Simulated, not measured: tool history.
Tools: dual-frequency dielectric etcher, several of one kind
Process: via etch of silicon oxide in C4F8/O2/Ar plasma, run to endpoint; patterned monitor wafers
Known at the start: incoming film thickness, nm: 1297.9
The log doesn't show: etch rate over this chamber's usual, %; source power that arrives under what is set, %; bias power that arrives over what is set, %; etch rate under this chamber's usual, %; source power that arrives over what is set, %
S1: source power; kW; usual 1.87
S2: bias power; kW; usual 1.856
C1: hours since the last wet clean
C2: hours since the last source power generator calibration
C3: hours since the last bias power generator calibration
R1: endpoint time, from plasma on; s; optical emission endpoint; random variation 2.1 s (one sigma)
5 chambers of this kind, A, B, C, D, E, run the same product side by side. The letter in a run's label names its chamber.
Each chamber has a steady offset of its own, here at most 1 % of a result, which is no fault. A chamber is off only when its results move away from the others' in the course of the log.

{"run": "1C", "hour": 10.7, "S1": 1.87, "S2": 1.856, "C1": 447.1, "C2": 3779.2, "C3": 826.1, "R1": 269.69}
{"run": "2B", "hour": 18.1, "S1": 1.87, "S2": 1.856, "C1": 546.7, "C2": 400.2, "C3": 2770, "R1": 268.5}
{"run": "3E", "hour": 23.2, "S1": 1.87, "S2": 1.856, "C1": 26.7, "C2": 1404.1, "C3": 645.4, "R1": 269.88}
{"run": "4D", "hour": 30.0, "S1": 1.87, "S2": 1.856, "C1": 301.4, "C2": 73.7, "C3": 1618.9, "R1": 269.05}
{"run": "5A", "hour": 36.3, "S1": 1.87, "S2": 1.856, "C1": 116.6, "C2": 2085.8, "C3": 1832.8, "R1": 271.59}
{"hour": 37.0, "done": "chamber D: wet clean of the chamber"}
{"run": "6B", "hour": 41.5, "S1": 1.44, "S2": 1.856, "C1": 570.1, "C2": 423.6, "C3": 2793.4, "R1": 298.03}
{"run": "7D", "hour": 50.9, "S1": 1.44, "S2": 1.856, "C1": 13.9, "C2": 94.6, "C3": 1639.8, "R1": 300.82}
{"run": "8E", "hour": 59.7, "S1": 1.44, "S2": 1.856, "C1": 63.2, "C2": 1440.6, "C3": 681.9, "R1": 296.17}
{"hour": 61.9, "done": "chamber B: bias power generator calibrated"}
{"run": "9C", "hour": 64.7, "S1": 1.44, "S2": 1.856, "C1": 501.1, "C2": 3833.2, "C3": 880.1, "R1": 294.92}
{"hour": 65.8, "done": "chamber C: source power generator calibrated"}
{"run": "10A", "hour": 73.7, "S1": 1.44, "S2": 1.856, "C1": 154, "C2": 2123.2, "C3": 1870.2, "R1": 298.54}
{"run": "11C", "hour": 80.1, "S1": 1.87, "S2": 1.856, "C1": 516.5, "C2": 14.4, "C3": 895.5, "R1": 268.65}
{"run": "12B", "hour": 91.3, "S1": 1.87, "S2": 1.856, "C1": 619.9, "C2": 473.4, "C3": 29.5, "R1": 274.35}
{"run": "13E", "hour": 98.6, "S1": 1.87, "S2": 1.856, "C1": 102.1, "C2": 1479.5, "C3": 720.8, "R1": 267.13}
{"hour": 103.6, "done": "chamber C: wet clean of the chamber"}
{"run": "14A", "hour": 104.4, "S1": 1.87, "S2": 1.856, "C1": 184.7, "C2": 2153.9, "C3": 1900.9, "R1": 271.2}
{"run": "15D", "hour": 111.9, "S1": 1.87, "S2": 1.856, "C1": 74.9, "C2": 155.6, "C3": 1700.8, "R1": 266.39}
{"run": "16A", "hour": 121.2, "S1": 2.03, "S2": 1.575, "C1": 201.5, "C2": 2170.7, "C3": 1917.7, "R1": 273.11}
{"hour": 126.9, "done": "chamber B: wet clean of the chamber"}
{"run": "17B", "hour": 130.8, "S1": 2.03, "S2": 1.575, "C1": 4, "C2": 512.9, "C3": 69, "R1": 276.79}
{"run": "18D", "hour": 136.9, "S1": 2.03, "S2": 1.575, "C1": 99.9, "C2": 180.6, "C3": 1725.8, "R1": 275.66}
{"run": "19C", "hour": 144.2, "S1": 2.03, "S2": 1.575, "C1": 40.6, "C2": 78.5, "C3": 959.6, "R1": 267.91}
{"run": "20E", "hour": 152.8, "S1": 2.03, "S2": 1.575, "C1": 156.3, "C2": 1533.7, "C3": 775, "R1": 268.87}
{"run": "21D", "hour": 163.5, "S1": 1.87, "S2": 1.856, "C1": 126.5, "C2": 207.2, "C3": 1752.4, "R1": 268.28}
{"run": "22A", "hour": 173.8, "S1": 1.87, "S2": 1.856, "C1": 254.1, "C2": 2223.3, "C3": 1970.3, "R1": 274.28}
{"run": "23E", "hour": 179.7, "S1": 1.53, "S2": 1.625, "C1": 183.2, "C2": 1560.6, "C3": 801.9, "R1": 305.83}
{"run": "24C", "hour": 186.0, "S1": 1.53, "S2": 1.625, "C1": 82.4, "C2": 120.3, "C3": 1001.4, "R1": 299.5}
{"run": "25B", "hour": 192.2, "S1": 1.53, "S2": 1.625, "C1": 65.4, "C2": 574.3, "C3": 130.4, "R1": 298.42}
{"run": "26D", "hour": 197.7, "S1": 1.53, "S2": 1.625, "C1": 160.7, "C2": 241.4, "C3": 1786.6, "R1": 301.75}
{"run": "27B", "hour": 205.2, "S1": 1.53, "S2": 1.625, "C1": 78.4, "C2": 587.3, "C3": 143.4, "R1": 304.51}
{"run": "28A", "hour": 212.7, "S1": 2.02, "S2": 1.483, "C1": 293, "C2": 2262.2, "C3": 2009.2, "R1": 277.53}
{"run": "29C", "hour": 219.9, "S1": 2.02, "S2": 1.483, "C1": 116.3, "C2": 154.2, "C3": 1035.3, "R1": 275.74}
{"run": "30E", "hour": 230.1, "S1": 2.02, "S2": 1.483, "C1": 233.6, "C2": 1611, "C3": 852.3, "R1": 275.06}
{"run": "31C", "hour": 237.9, "S1": 2.02, "S2": 1.483, "C1": 134.3, "C2": 172.2, "C3": 1053.3, "R1": 276.05}
{"run": "32A", "hour": 243.7, "S1": 2.02, "S2": 1.483, "C1": 324, "C2": 2293.2, "C3": 2040.2, "R1": 279.8}
{"run": "33E", "hour": 250.1, "S1": 1.87, "S2": 1.856, "C1": 253.6, "C2": 1631, "C3": 872.3, "R1": 265.91}
{"run": "34D", "hour": 258.9, "S1": 1.87, "S2": 1.856, "C1": 221.9, "C2": 302.6, "C3": 1847.8, "R1": 269.36}
{"run": "35B", "hour": 268.0, "S1": 1.87, "S2": 1.856, "C1": 141.2, "C2": 650.1, "C3": 206.2, "R1": 271}
{"run": "36C", "hour": 278.5, "S1": 1.87, "S2": 1.856, "C1": 174.9, "C2": 212.8, "C3": 1093.9, "R1": 271.76}
{"run": "37D", "hour": 286.1, "S1": 1.87, "S2": 1.856, "C1": 249.1, "C2": 329.8, "C3": 1875, "R1": 266.59}
{"run": "38B", "hour": 295.5, "S1": 1.87, "S2": 2.01, "C1": 168.7, "C2": 677.6, "C3": 233.7, "R1": 264.54}
{"run": "39A", "hour": 302.2, "S1": 1.87, "S2": 2.01, "C1": 382.5, "C2": 2351.7, "C3": 2098.7, "R1": 265.94}

What goes on in this fleet: one chamber off, a drifting gauge, or nothing beyond the chambers' own small offsets? Name the chamber and the cause, if any.

No chamber stands off beyond its own small offset, and the gauge holds steady.
